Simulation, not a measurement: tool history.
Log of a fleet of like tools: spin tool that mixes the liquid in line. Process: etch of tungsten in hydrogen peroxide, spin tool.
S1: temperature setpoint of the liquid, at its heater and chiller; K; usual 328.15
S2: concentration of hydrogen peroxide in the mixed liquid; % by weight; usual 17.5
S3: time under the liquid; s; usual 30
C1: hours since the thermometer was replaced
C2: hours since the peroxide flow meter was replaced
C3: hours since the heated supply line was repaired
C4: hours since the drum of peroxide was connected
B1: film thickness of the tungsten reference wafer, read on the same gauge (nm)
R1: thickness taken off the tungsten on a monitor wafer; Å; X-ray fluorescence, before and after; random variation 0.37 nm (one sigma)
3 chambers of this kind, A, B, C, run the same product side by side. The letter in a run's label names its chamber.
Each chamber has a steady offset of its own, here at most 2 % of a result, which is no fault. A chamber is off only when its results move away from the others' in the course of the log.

run	hour	S1	S2	S3	C1	C2	C3	C4	B1	R1
1B	5.3	328.15	17.5	30	701.3	111.5	613.4	295.9	140.00	431.83
2A	13.9	328.15	17.5	30	2077.3	281.2	2028.2	375.1	140.01	435.28
3C	19.9	328.15	17.5	30	1676.2	166.2	626.4	119.6	139.99	439.03
4A	26.2	328.15	17.5	30	2089.6	293.5	2040.5	387.4	140.01	432.98
5B	34.7	328.15	17.5	30	730.7	140.9	642.8	325.3	140.00	426.50
6C	43.0	332.15	17.5	40	1699.3	189.3	649.5	142.7	140.01	737.09
7A	52.3	332.15	17.5	40	2115.7	319.6	2066.6	413.5	140.00	731.82
8B	61.8	332.15	17.5	40	757.8	168.0	669.9	352.4	139.99	717.01
9C	66.5	328.15	17.5	30	1722.8	212.8	673.0	166.2	140.00	434.95
10C	74.5	328.15	17.5	30	1730.8	220.8	681.0	174.2	140.00	435.90
11B	78.9	332.65	17.5	30	774.9	185.1	687.0	369.5	140.00	562.63
12A	87.9	332.65	17.5	30	2151.3	355.2	2102.2	449.1	139.99	555.37
13C	93.9	332.65	17.5	30	1750.2	240.2	700.4	193.6	139.96	576.45
14B	103.8	328.15	17.5	30	799.8	210.0	711.9	394.4	140.00	429.66
15A	111.6	328.15	17.5	30	2175.0	378.9	2125.9	472.8	139.99	434.41
16A	119.8	328.15	17.5	30	2183.2	387.1	2134.1	481.0	139.99	432.62
17C	127.8	328.15	19.5	30	1784.1	274.1	734.3	227.5	140.00	467.60
18B	133.8	328.15	19.5	30	829.8	240.0	741.9	424.4	140.01	463.30
19B	143.0	328.15	19.5	30	839.0	249.2	751.1	433.6	140.02	456.95
# hour 144.3: chamber A: thermometer replaced
20C	152.8	328.15	17.5	30	1809.1	299.1	759.3	252.5	140.00	437.25
21A	158.5	328.15	17.5	30	14.3	425.8	2172.8	519.7	139.99	427.61
22A	164.1	328.15	17.5	30	19.9	431.4	2178.4	525.3	140.00	423.99
23B	173.1	328.15	17.5	30	869.1	279.3	781.2	463.7	140.01	433.70
24C	178.6	328.15	17.5	30	1834.9	324.9	785.1	278.3	139.99	440.39
25B	184.5	328.15	17.5	30	880.5	290.7	792.6	475.1	139.98	434.90
# hour 189.2: chamber A: new drum of peroxide connected
26A	193.2	328.15	17.5	30	49.0	460.5	2207.5	4.0	139.98	433.08
27C	202.2	328.15	17.5	30	1858.5	348.5	808.7	301.9	140.01	433.49
28C	212.1	328.15	17.5	30	1868.4	358.4	818.6	311.8	139.98	435.75
29A	216.9	328.15	17.5	30	72.7	484.2	2231.2	27.7	139.97	431.16
30B	225.1	328.15	17.5	30	921.1	331.3	833.2	515.7	140.02	431.27
31B	232.1	328.15	17.5	30	928.1	338.3	840.2	522.7	140.01	427.38
32A	238.4	328.15	17.5	30	94.2	505.7	2252.7	49.2	140.00	428.23
33C	246.1	328.15	22.0	15	1902.4	392.4	852.6	345.8	139.98	244.77

What goes on in this fleet: one chamber off, a drifting gauge, or nothing beyond the chambers' own small offsets? Name the chamber and the cause, if any.

No chamber stands off beyond its own small offset, and the gauge holds steady.
